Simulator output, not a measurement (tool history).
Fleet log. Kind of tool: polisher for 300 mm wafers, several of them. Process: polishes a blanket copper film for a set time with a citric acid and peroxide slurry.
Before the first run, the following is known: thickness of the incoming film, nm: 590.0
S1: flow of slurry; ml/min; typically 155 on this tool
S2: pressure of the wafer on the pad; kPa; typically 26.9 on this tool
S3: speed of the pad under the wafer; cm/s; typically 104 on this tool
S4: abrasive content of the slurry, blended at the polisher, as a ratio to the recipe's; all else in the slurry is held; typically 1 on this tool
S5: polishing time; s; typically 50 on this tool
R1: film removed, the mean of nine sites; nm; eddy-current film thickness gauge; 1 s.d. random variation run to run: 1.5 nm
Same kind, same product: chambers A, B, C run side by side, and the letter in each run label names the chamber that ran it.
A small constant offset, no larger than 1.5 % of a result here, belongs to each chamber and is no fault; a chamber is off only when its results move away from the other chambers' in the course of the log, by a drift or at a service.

{"run": "1C", "day": 0.154, "S1": 155, "S2": 26.9, "S3": 104, "S4": 1, "S5": 50, "R1": 170.75}
{"day": 0.196, "done": "chamber A: head pressure recalibrated"}
{"run": "2A", "day": 0.333, "S1": 155, "S2": 26.9, "S3": 104, "S4": 1, "S5": 50, "R1": 168.77}
{"run": "3B", "day": 0.479, "S1": 155, "S2": 26.9, "S3": 104, "S4": 1, "S5": 50, "R1": 172.11}
{"run": "4B", "day": 0.583, "S1": 155, "S2": 26.9, "S3": 104, "S4": 1, "S5": 50, "R1": 172.22}
{"run": "5C", "day": 0.708, "S1": 155, "S2": 26.9, "S3": 104, "S4": 1, "S5": 50, "R1": 173.07}
{"run": "6A", "day": 0.8, "S1": 155, "S2": 26.9, "S3": 104, "S4": 1, "S5": 50, "R1": 169.39}
{"run": "7B", "day": 0.979, "S1": 155, "S2": 26.9, "S3": 104, "S4": 1, "S5": 50, "R1": 174.25}
{"run": "8A", "day": 1.071, "S1": 155, "S2": 26.9, "S3": 104, "S4": 1, "S5": 50, "R1": 169.23}
{"day": 1.117, "done": "chamber B: worn pad replaced by a new one"}
{"run": "9C", "day": 1.258, "S1": 155, "S2": 26.9, "S3": 104, "S4": 1, "S5": 50, "R1": 172.38}
{"run": "10B", "day": 1.408, "S1": 155, "S2": 26.9, "S3": 104, "S4": 1, "S5": 50, "R1": 173.44}
{"day": 1.412, "done": "chamber A: worn pad replaced by a new one"}
{"run": "11A", "day": 1.504, "S1": 155, "S2": 30.3, "S3": 104, "S4": 1, "S5": 50, "R1": 191.21}
{"run": "12C", "day": 1.629, "S1": 155, "S2": 30.3, "S3": 104, "S4": 1, "S5": 50, "R1": 192.01}
{"day": 1.692, "done": "chamber C: slurry nozzle cleaned"}
{"run": "13A", "day": 1.771, "S1": 155, "S2": 30.3, "S3": 104, "S4": 1, "S5": 50, "R1": 190.27}
{"run": "14C", "day": 1.875, "S1": 155, "S2": 26.9, "S3": 104, "S4": 1, "S5": 50, "R1": 169.7}
{"run": "15B", "day": 2.0, "S1": 155, "S2": 26.9, "S3": 104, "S4": 1, "S5": 50, "R1": 173.23}
{"run": "16B", "day": 2.125, "S1": 155, "S2": 26.9, "S3": 104, "S4": 1, "S5": 50, "R1": 176.24}
{"day": 2.246, "done": "chamber A: slurry nozzle cleaned"}
{"run": "17C", "day": 2.271, "S1": 155, "S2": 26.9, "S3": 104, "S4": 1, "S5": 50, "R1": 172.84}
{"run": "18A", "day": 2.388, "S1": 155, "S2": 26.9, "S3": 104, "S4": 1, "S5": 50, "R1": 168.36}
{"run": "19B", "day": 2.525, "S1": 155, "S2": 26.9, "S3": 104, "S4": 1.15, "S5": 50, "R1": 177.24}
{"run": "20A", "day": 2.692, "S1": 155, "S2": 26.9, "S3": 104, "S4": 1.15, "S5": 50, "R1": 175.47}
{"run": "21C", "day": 2.808, "S1": 155, "S2": 26.9, "S3": 104, "S4": 1.15, "S5": 50, "R1": 176.9}
{"run": "22A", "day": 2.925, "S1": 155, "S2": 26.9, "S3": 104, "S4": 1, "S5": 50, "R1": 167.48}
{"day": 2.938, "done": "chamber C: worn pad replaced by a new one"}
{"day": 3.029, "done": "chamber A: slurry blender recalibrated"}
{"run": "23C", "day": 3.083, "S1": 155, "S2": 26.9, "S3": 104, "S4": 1, "S5": 50, "R1": 172.98}
{"run": "24B", "day": 3.183, "S1": 155, "S2": 26.9, "S3": 104, "S4": 1, "S5": 50, "R1": 174.22}
{"day": 3.212, "done": "chamber B: slurry nozzle cleaned"}
{"run": "25B", "day": 3.35, "S1": 155, "S2": 26.9, "S3": 104, "S4": 1, "S5": 50, "R1": 175.46}
{"run": "26C", "day": 3.492, "S1": 155, "S2": 26.9, "S3": 104, "S4": 1, "S5": 50, "R1": 172.95}
{"run": "27A", "day": 3.65, "S1": 155, "S2": 26.9, "S3": 104, "S4": 1, "S5": 50, "R1": 171.23}
{"run": "28B", "day": 3.842, "S1": 155, "S2": 26.9, "S3": 104, "S4": 1, "S5": 50, "R1": 171.93}
{"run": "29C", "day": 3.933, "S1": 155, "S2": 26.9, "S3": 104, "S4": 1, "S5": 59, "R1": 201.97}
{"run": "30A", "day": 4.096, "S1": 155, "S2": 26.9, "S3": 104, "S4": 1, "S5": 59, "R1": 199.31}
{"run": "31C", "day": 4.267, "S1": 155, "S2": 26.9, "S3": 104, "S4": 1, "S5": 59, "R1": 201.65}
{"day": 4.317, "done": "chamber B: slurry blender recalibrated"}
{"run": "32A", "day": 4.367, "S1": 155, "S2": 26.9, "S3": 104, "S4": 1, "S5": 50, "R1": 171.26}
{"day": 4.5, "done": "chamber A: worn pad replaced by a new one"}
{"run": "33B", "day": 4.538, "S1": 155, "S2": 26.9, "S3": 86, "S4": 1, "S5": 50, "R1": 143.63}
{"run": "34C", "day": 4.733, "S1": 155, "S2": 26.9, "S3": 86, "S4": 1, "S5": 50, "R1": 140.58}
{"run": "35A", "day": 4.846, "S1": 155, "S2": 26.9, "S3": 86, "S4": 1, "S5": 50, "R1": 142.09}
{"run": "36B", "day": 4.979, "S1": 155, "S2": 26.9, "S3": 104, "S4": 1, "S5": 50, "R1": 170.07}
{"run": "37A", "day": 5.142, "S1": 155, "S2": 26.9, "S3": 104, "S4": 1, "S5": 50, "R1": 174.74}
{"day": 5.238, "done": "chamber C: head pressure recalibrated"}
{"run": "38C", "day": 5.333, "S1": 155, "S2": 26.9, "S3": 104, "S4": 1, "S5": 50, "R1": 171.83}
{"run": "39B", "day": 5.471, "S1": 110, "S2": 31.7, "S3": 104, "S4": 1, "S5": 50, "R1": 191.02}
{"run": "40A", "day": 5.575, "S1": 110, "S2": 31.7, "S3": 104, "S4": 1, "S5": 50, "R1": 188.41}
{"run": "41C", "day": 5.758, "S1": 110, "S2": 31.7, "S3": 104, "S4": 1, "S5": 50, "R1": 187.09}
{"day": 5.825, "done": "chamber B: worn pad replaced by a new one"}
{"run": "42B", "day": 5.879, "S1": 155, "S2": 26.9, "S3": 104, "S4": 1, "S5": 50, "R1": 174.7}
{"run": "43B", "day": 5.967, "S1": 155, "S2": 31, "S3": 104, "S4": 1, "S5": 50, "R1": 198.01}

Does one chamber stand apart from the rest, does the shared gauge drift, or is all well apart from small per-chamber offsets? Give the chamber and the most likely cause, where there is one.

No chamber stands off beyond its own small offset, and the gauge holds steady.
